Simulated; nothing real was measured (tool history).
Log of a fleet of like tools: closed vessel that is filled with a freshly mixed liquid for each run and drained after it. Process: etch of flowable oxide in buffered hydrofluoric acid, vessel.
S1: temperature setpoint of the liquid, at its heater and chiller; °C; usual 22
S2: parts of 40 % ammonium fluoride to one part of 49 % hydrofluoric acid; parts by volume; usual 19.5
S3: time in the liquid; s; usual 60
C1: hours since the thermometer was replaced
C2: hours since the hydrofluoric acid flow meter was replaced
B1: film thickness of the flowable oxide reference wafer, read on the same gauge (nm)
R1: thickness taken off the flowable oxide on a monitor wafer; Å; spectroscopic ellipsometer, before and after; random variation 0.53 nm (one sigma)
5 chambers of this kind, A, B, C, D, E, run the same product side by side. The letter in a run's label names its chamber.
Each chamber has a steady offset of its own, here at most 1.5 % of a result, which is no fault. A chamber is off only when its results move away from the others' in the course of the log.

run,day,S1,S2,S3,C1,C2,B1,R1
1A,0.312,22,19.5,60,364.3,1335.8,90.006,793.9
2C,0.625,22,19.5,60,569.6,397.4,89.986,795.06
3E,1.012,22,19.5,60,1242.1,736.1,90.005,787.56
4B,1.271,22,19.5,60,1247.9,263,89.989,796.07
5D,1.646,22,19.5,60,2159.8,44.9,89.977,790.97
6A,2.138,22,19.5,60,408.1,1379.6,90.002,777.93
7B,2.429,22,19.5,60,1275.7,290.8,89.993,796.72
8C,2.712,22,19.5,60,619.7,447.5,89.998,794.94
9E,3.25,22,19.5,60,1295.8,789.8,89.992,797.48
10D,3.733,26,15.5,60,2209.9,95,90.012,1259.4
11A,4.192,26,15.5,60,457.4,1428.9,90.004,1238.9
12C,4.608,26,15.5,60,665.2,493,89.987,1240.5
13E,5.138,26,15.5,60,1341.1,835.1,89.994,1237.7
14B,5.392,26,15.5,60,1346.8,361.9,89.996,1250.7
15D,5.804,22,19.5,60,2259.6,144.7,90.001,791.68
16A,6.142,22,19.5,60,504.2,1475.7,89.982,788.59
17E,6.492,22,19.5,60,1373.6,867.6,90.006,793.9
18D,6.788,22,19.5,60,2283.2,168.3,89.995,787.33
19C,7.292,22,25,50,729.6,557.4,90,551.56
20B,7.658,22,25,50,1401.2,416.3,90,546.49
21B,8.079,22,25,50,1411.3,426.4,89.979,547.82
22D,8.492,22,25,50,2324.1,209.2,89.999,551.98
23A,8.746,22,25,50,566.7,1538.2,90.006,555.43
24E,9.05,22,19.5,60,1435,929,90.011,792.13
25C,9.55,22,19.5,60,783.8,611.6,90.002,790.35
26C,10.042,22,19.5,60,795.6,623.4,89.984,792.75
27A,10.475,18.5,19.5,75,608.2,1579.7,90.007,808.63
28E,10.95,18.5,19.5,75,1480.6,974.6,90.012,820.98
29B,11.2,18.5,19.5,75,1486.2,501.3,90.019,805.54
# day 11.338: chamber A: thermometer replaced
30D,11.592,18.5,19.5,75,2398.5,283.6,89.992,807.88
31C,12,18.5,19.5,75,842.6,670.4,89.999,808.87
32B,12.438,22,19.5,60,1515.9,531,89.989,798.26
33A,12.679,22,19.5,60,32.2,1632.6,90.009,782.16
34E,12.983,22,19.5,60,1529.4,1023.4,90.019,801.54
35D,13.329,22,19.5,60,2440.2,325.3,90.016,783.45
36D,13.821,22,19.5,60,2452,337.1,90.005,785.77
# day 14.012: chamber A: hydrofluoric acid flow meter replaced
37C,14.212,22,19.5,60,895.7,723.5,90.011,793.54
38E,14.488,22,19.5,60,1565.5,1059.5,90,803.69
39B,14.929,22,19.5,60,1575.7,590.8,89.999,788.83
40A,15.458,22,19.5,60,98.9,34.8,89.995,793.92
41B,15.933,22,19.5,60,1599.8,614.9,89.995,795.9
42E,16.375,22,19.5,60,1610.8,1104.8,90.016,805.77

All 5 chambers run these settings next. Forecast each chamber's results:
43A,16.758,22,19.5,60,,,,?
43B,16.758,22,19.5,60,,,,?
43C,16.758,22,19.5,60,,,,?
43D,16.758,22,19.5,60,,,,?
43E,16.758,22,19.5,60,,,,?

run,R1
43A,793.94
43B,787.11
43C,795.99
43D,793.5
43E,791.71

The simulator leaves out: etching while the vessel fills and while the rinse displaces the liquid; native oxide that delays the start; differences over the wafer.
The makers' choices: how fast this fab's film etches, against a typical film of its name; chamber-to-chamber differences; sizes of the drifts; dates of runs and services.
